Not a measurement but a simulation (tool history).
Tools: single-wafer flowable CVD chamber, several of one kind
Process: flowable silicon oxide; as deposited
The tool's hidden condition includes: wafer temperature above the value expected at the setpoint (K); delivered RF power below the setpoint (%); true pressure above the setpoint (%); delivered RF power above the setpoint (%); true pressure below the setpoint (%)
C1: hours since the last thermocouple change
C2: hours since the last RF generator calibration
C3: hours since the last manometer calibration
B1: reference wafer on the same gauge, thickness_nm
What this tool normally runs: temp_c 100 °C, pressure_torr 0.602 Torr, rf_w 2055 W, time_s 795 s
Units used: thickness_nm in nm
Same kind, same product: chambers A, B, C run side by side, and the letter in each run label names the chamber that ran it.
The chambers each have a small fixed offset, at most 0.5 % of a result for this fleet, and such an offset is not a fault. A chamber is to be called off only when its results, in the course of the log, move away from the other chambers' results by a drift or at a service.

run 1B hour=2.8 | temp_c=100 pressure_torr=0.602 rf_w=2055 time_s=795 | C1=1093.4 C2=2138.7 C3=1384.7 | B1=358.00 | thickness_nm=331.60
run 2C hour=7.6 | temp_c=100 pressure_torr=0.602 rf_w=2055 time_s=795 | C1=805.2 C2=382.9 C3=425.9 | B1=357.86 | thickness_nm=330.47
run 3A hour=11.2 | temp_c=100 pressure_torr=0.602 rf_w=2055 time_s=795 | C1=464.6 C2=571.2 C3=2101.9 | B1=357.97 | thickness_nm=330.92
run 4B hour=14.8 | temp_c=100 pressure_torr=0.602 rf_w=2055 time_s=795 | C1=1105.4 C2=2150.7 C3=1396.7 | B1=358.09 | thickness_nm=329.38
run 5C hour=19.3 | temp_c=100 pressure_torr=0.602 rf_w=2055 time_s=795 | C1=816.9 C2=394.6 C3=437.6 | B1=357.97 | thickness_nm=331.39
run 6A hour=22.0 | temp_c=100 pressure_torr=0.602 rf_w=2055 time_s=795 | C1=475.4 C2=582.0 C3=2112.7 | B1=357.96 | thickness_nm=331.11
run 7B hour=26.5 | temp_c=100 pressure_torr=0.602 rf_w=2055 time_s=795 | C1=1117.1 C2=2162.4 C3=1408.4 | B1=358.21 | thickness_nm=331.73
run 8C hour=29.7 | temp_c=100 pressure_torr=0.602 rf_w=2055 time_s=795 | C1=827.3 C2=405.0 C3=448.0 | B1=358.13 | thickness_nm=331.55
run 9A hour=32.2 | temp_c=100 pressure_torr=0.483 rf_w=2055 time_s=886 | C1=485.6 C2=592.2 C3=2122.9 | B1=358.03 | thickness_nm=269.33
run 10B hour=37.0 | temp_c=100 pressure_torr=0.483 rf_w=2055 time_s=886 | C1=1127.6 C2=2172.9 C3=1418.9 | B1=358.10 | thickness_nm=266.70
run 11A hour=39.6 | temp_c=100 pressure_torr=0.483 rf_w=2055 time_s=886 | C1=493.0 C2=599.6 C3=2130.3 | B1=357.95 | thickness_nm=269.17
run 12C hour=44.1 | temp_c=100 pressure_torr=0.602 rf_w=2055 time_s=795 | C1=841.7 C2=419.4 C3=462.4 | B1=357.93 | thickness_nm=329.66
run 13A hour=49.2 | temp_c=100 pressure_torr=0.602 rf_w=2055 time_s=795 | C1=502.6 C2=609.2 C3=2139.9 | B1=357.99 | thickness_nm=332.34
run 14B hour=52.5 | temp_c=100 pressure_torr=0.602 rf_w=2055 time_s=795 | C1=1143.1 C2=2188.4 C3=1434.4 | B1=357.89 | thickness_nm=329.93
run 15C hour=55.3 | temp_c=100 pressure_torr=0.602 rf_w=2055 time_s=795 | C1=852.9 C2=430.6 C3=473.6 | B1=357.99 | thickness_nm=330.48
run 16C hour=57.9 | temp_c=100 pressure_torr=0.602 rf_w=2055 time_s=795 | C1=855.5 C2=433.2 C3=476.2 | B1=358.29 | thickness_nm=330.10
-- hour=59.4 chamber B: RF generator calibrated
run 17B hour=61.7 | temp_c=100 pressure_torr=0.602 rf_w=2055 time_s=795 | C1=1152.3 C2=2.3 C3=1443.6 | B1=358.26 | thickness_nm=330.90
run 18A hour=66.4 | temp_c=100 pressure_torr=0.602 rf_w=2055 time_s=795 | C1=519.8 C2=626.4 C3=2157.1 | B1=358.23 | thickness_nm=329.99
run 19B hour=69.6 | temp_c=100 pressure_torr=0.602 rf_w=2055 time_s=795 | C1=1160.2 C2=10.2 C3=1451.5 | B1=358.13 | thickness_nm=330.26
run 20A hour=74.0 | temp_c=100 pressure_torr=0.602 rf_w=2055 time_s=795 | C1=527.4 C2=634.0 C3=2164.7 | B1=358.07 | thickness_nm=331.39
-- hour=75.5 chamber B: thermocouple changed; heater temperature recalibrated
run 21C hour=79.1 | temp_c=100 pressure_torr=0.602 rf_w=2055 time_s=795 | C1=876.7 C2=454.4 C3=497.4 | B1=358.08 | thickness_nm=330.88
run 22B hour=83.9 | temp_c=100 pressure_torr=0.602 rf_w=2055 time_s=795 | C1=8.4 C2=24.5 C3=1465.8 | B1=358.10 | thickness_nm=320.92
run 23C hour=89.0 | temp_c=100 pressure_torr=0.602 rf_w=2055 time_s=795 | C1=886.6 C2=464.3 C3=507.3 | B1=357.94 | thickness_nm=330.48
run 24A hour=94.2 | temp_c=100 pressure_torr=0.602 rf_w=2055 time_s=795 | C1=547.6 C2=654.2 C3=2184.9 | B1=357.98 | thickness_nm=329.25
run 25C hour=99.5 | temp_c=100 pressure_torr=0.602 rf_w=2055 time_s=795 | C1=897.1 C2=474.8 C3=517.8 | B1=357.92 | thickness_nm=331.67
run 26B hour=105.1 | temp_c=100 pressure_torr=0.602 rf_w=2055 time_s=795 | C1=29.6 C2=45.7 C3=1487.0 | B1=358.22 | thickness_nm=320.99
run 27A hour=109.8 | temp_c=100 pressure_torr=0.602 rf_w=2055 time_s=795 | C1=563.2 C2=669.8 C3=2200.5 | B1=358.03 | thickness_nm=330.58
run 28A hour=114.0 | temp_c=95 pressure_torr=0.602 rf_w=2055 time_s=795 | C1=567.4 C2=674.0 C3=2204.7 | B1=357.92 | thickness_nm=390.50
run 29B hour=119.4 | temp_c=95 pressure_torr=0.602 rf_w=2055 time_s=795 | C1=43.9 C2=60.0 C3=1501.3 | B1=357.85 | thickness_nm=378.43

All chambers now run identical settings, listed one chamber a line with results as question marks. What results will each chamber show?
run 30A hour=123.5 | temp_c=100 pressure_torr=0.602 rf_w=2435 time_s=795 | thickness_nm=?
run 30B hour=123.5 | temp_c=100 pressure_torr=0.602 rf_w=2435 time_s=795 | thickness_nm=?
run 30C hour=123.5 | temp_c=100 pressure_torr=0.602 rf_w=2435 time_s=795 | thickness_nm=?

run=30A thickness_nm=340.25
run=30B thickness_nm=329.54
run=30C thickness_nm=340.63
